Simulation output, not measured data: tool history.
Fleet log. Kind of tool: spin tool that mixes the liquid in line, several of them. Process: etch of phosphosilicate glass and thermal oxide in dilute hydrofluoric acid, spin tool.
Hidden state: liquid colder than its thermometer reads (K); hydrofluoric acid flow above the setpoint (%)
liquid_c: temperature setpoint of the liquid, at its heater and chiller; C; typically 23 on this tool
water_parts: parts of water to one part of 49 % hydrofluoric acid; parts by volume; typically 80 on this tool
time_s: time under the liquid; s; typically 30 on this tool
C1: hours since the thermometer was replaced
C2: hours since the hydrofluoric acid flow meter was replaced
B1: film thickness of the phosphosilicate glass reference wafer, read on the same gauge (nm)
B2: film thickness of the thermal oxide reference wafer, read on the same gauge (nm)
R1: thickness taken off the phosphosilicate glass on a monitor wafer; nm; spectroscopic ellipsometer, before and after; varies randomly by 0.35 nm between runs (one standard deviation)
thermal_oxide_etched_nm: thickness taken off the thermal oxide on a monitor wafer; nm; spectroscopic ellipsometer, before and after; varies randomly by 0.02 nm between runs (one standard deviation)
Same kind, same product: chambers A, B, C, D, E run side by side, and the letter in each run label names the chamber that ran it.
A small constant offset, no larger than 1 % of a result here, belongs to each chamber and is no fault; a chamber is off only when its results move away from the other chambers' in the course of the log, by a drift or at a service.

Run 1C, day 0.412: usual settings; C1 3196.9; C2 19.7; B1 69.996; B2 149.99. Result: R1 40.789 nm, thermal_oxide_etched_nm 1.7584 nm.
Run 2E, day 0.825: usual settings; C1 522.1; C2 1047.4; B1 69.995; B2 149.96. Result: R1 40.915 nm, thermal_oxide_etched_nm 1.7182 nm.
Run 3D, day 1.121: usual settings; C1 605; C2 494.9; B1 69.981; B2 150.06. Result: R1 40.84 nm, thermal_oxide_etched_nm 1.7882 nm.
Run 4B, day 1.517: usual settings; C1 423.1; C2 723.4; B1 69.996; B2 150. Result: R1 40.47 nm, thermal_oxide_etched_nm 1.7636 nm.
Run 5A, day 1.946: usual settings; C1 441.2; C2 217.1; B1 69.999; B2 150.04. Result: R1 40.375 nm, thermal_oxide_etched_nm 1.7466 nm.
Run 6E, day 2.238: usual settings; C1 556; C2 1081.3; B1 69.996; B2 149.96. Result: R1 40.806 nm, thermal_oxide_etched_nm 1.8001 nm.
Run 7A, day 2.692: usual settings; C1 459.1; C2 235; B1 70.012; B2 149.97. Result: R1 40.584 nm, thermal_oxide_etched_nm 1.7284 nm.
Run 8B, day 3.021: usual settings; C1 459.2; C2 759.5; B1 70.018; B2 149.99. Result: R1 41.228 nm, thermal_oxide_etched_nm 1.7385 nm.
Run 9D, day 3.429: usual settings; C1 660.4; C2 550.3; B1 70.008; B2 150.02. Result: R1 40.533 nm, thermal_oxide_etched_nm 1.7884 nm.
Run 10C, day 3.862: usual settings; C1 3279.7; C2 102.5; B1 69.991; B2 149.95. Result: R1 40.229 nm, thermal_oxide_etched_nm 1.7922 nm.
Run 11D, day 4.108: usual settings; C1 676.7; C2 566.6; B1 69.987; B2 150. Result: R1 40.693 nm, thermal_oxide_etched_nm 1.7713 nm.
Run 12A, day 4.512: usual settings; C1 502.8; C2 278.7; B1 69.997; B2 150.01. Result: R1 41.306 nm, thermal_oxide_etched_nm 1.7655 nm.
Run 13B, day 4.792: usual settings but time_s 15 s; C1 501.7; C2 802; B1 69.996; B2 150.05. Result: R1 20.58 nm, thermal_oxide_etched_nm 0.887 nm.
Run 14E, day 5.121: usual settings but time_s 15 s; C1 625.2; C2 1150.5; B1 70.003; B2 150.02. Result: R1 20.292 nm, thermal_oxide_etched_nm 0.87959 nm.
Run 15C, day 5.421: usual settings but time_s 15 s; C1 3317.1; C2 139.9; B1 69.978; B2 150.02. Result: R1 20.196 nm, thermal_oxide_etched_nm 0.86416 nm.
Run 16D, day 5.875: usual settings but time_s 15 s; C1 719.1; C2 609; B1 70.008; B2 150.01. Result: R1 20.049 nm, thermal_oxide_etched_nm 0.88724 nm.
Run 17B, day 6.196: usual settings but time_s 15 s; C1 535.4; C2 835.7; B1 70.006; B2 149.95. Result: R1 20.776 nm, thermal_oxide_etched_nm 0.86656 nm.
At day 6.25: chamber B: hydrofluoric acid flow meter replaced.
Run 18C, day 6.529: usual settings but water_parts 100 parts by volume, time_s 15 s; C1 3343.7; C2 166.5; B1 69.992; B2 150.01. Result: R1 15.813 nm, thermal_oxide_etched_nm 0.67768 nm.
Run 19E, day 7: usual settings but water_parts 100 parts by volume, time_s 15 s; C1 670.3; C2 1195.6; B1 69.985; B2 149.95. Result: R1 15.899 nm, thermal_oxide_etched_nm 0.67714 nm.
Run 20A, day 7.446: usual settings but water_parts 100 parts by volume, time_s 15 s; C1 573.2; C2 349.1; B1 69.981; B2 149.95. Result: R1 15.824 nm, thermal_oxide_etched_nm 0.69164 nm.
Run 21A, day 7.692: usual settings but water_parts 100 parts by volume, time_s 15 s; C1 579.1; C2 355; B1 70.008; B2 150. Result: R1 15.792 nm, thermal_oxide_etched_nm 0.69101 nm.
Run 22C, day 8.029: usual settings but water_parts 100 parts by volume, time_s 15 s; C1 3379.7; C2 202.5; B1 70.012; B2 150.03. Result: R1 15.844 nm, thermal_oxide_etched_nm 0.702 nm.
Run 23B, day 8.383: usual settings; C1 587.9; C2 51.3; B1 70.018; B2 149.99. Result: R1 40.934 nm, thermal_oxide_etched_nm 1.7011 nm.
At day 8.6: chamber C: thermometer replaced.
Run 24E, day 8.758: usual settings; C1 712.5; C2 1237.8; B1 69.997; B2 149.97. Result: R1 39.967 nm, thermal_oxide_etched_nm 1.7648 nm.
Run 25D, day 9.254: usual settings; C1 800.2; C2 690.1; B1 70.009; B2 150.01. Result: R1 40.74 nm, thermal_oxide_etched_nm 1.809 nm.
Run 26E, day 9.654: usual settings; C1 734; C2 1259.3; B1 69.984; B2 149.94. Result: R1 40.3 nm, thermal_oxide_etched_nm 1.7299 nm.
At day 9.8: chamber D: hydrofluoric acid flow meter replaced.
Run 27C, day 10.067: usual settings; C1 35.3; C2 251.4; B1 70.006; B2 149.98. Result: R1 40.639 nm, thermal_oxide_etched_nm 1.746 nm.
Run 28A, day 10.317: usual settings; C1 642.1; C2 418; B1 70.006; B2 150. Result: R1 41.229 nm, thermal_oxide_etched_nm 1.7608 nm.
Run 29D, day 10.817: usual settings; C1 837.7; C2 24.5; B1 69.99; B2 150.02. Result: R1 40.374 nm, thermal_oxide_etched_nm 1.7549 nm.
Run 30B, day 11.275: usual settings but water_parts 115 parts by volume; C1 657.3; C2 120.7; B1 70.011; B2 149.99. Result: R1 26.905 nm, thermal_oxide_etched_nm 1.1456 nm.
Run 31E, day 11.729: usual settings but water_parts 115 parts by volume; C1 783.8; C2 1309.1; B1 69.986; B2 150.04. Result: R1 27.14 nm, thermal_oxide_etched_nm 1.1735 nm.
Run 32C, day 12.154: usual settings but water_parts 115 parts by volume; C1 85.4; C2 301.5; B1 69.976; B2 150. Result: R1 27.423 nm, thermal_oxide_etched_nm 1.1706 nm.
Run 33B, day 12.579: usual settings but water_parts 115 parts by volume; C1 688.6; C2 152; B1 69.982; B2 149.96. Result: R1 27.33 nm, thermal_oxide_etched_nm 1.1511 nm.
Run 34D, day 12.842: usual settings but water_parts 115 parts by volume; C1 886.3; C2 73.1; B1 69.985; B2 150.02. Result: R1 26.66 nm, thermal_oxide_etched_nm 1.1763 nm.

Each of the 5 chambers runs these same settings next. Fill in every chamber's results:
Run 35A, day 13.204: usual settings but time_s 40 s. Result: R1 ?, thermal_oxide_etched_nm ?.
Run 35B, day 13.204: usual settings but time_s 40 s. Result: R1 ?, thermal_oxide_etched_nm ?.
Run 35C, day 13.204: usual settings but time_s 40 s. Result: R1 ?, thermal_oxide_etched_nm ?.
Run 35D, day 13.204: usual settings but time_s 40 s. Result: R1 ?, thermal_oxide_etched_nm ?.
Run 35E, day 13.204: usual settings but time_s 40 s. Result: R1 ?, thermal_oxide_etched_nm ?.

run      R1  thermal_oxide_etched_nm
35A  53.526                   2.3751
35B  53.782                   2.3367
35C  54.156                   2.3019
35D  53.378                   2.3777
35E  55.028                   2.3094
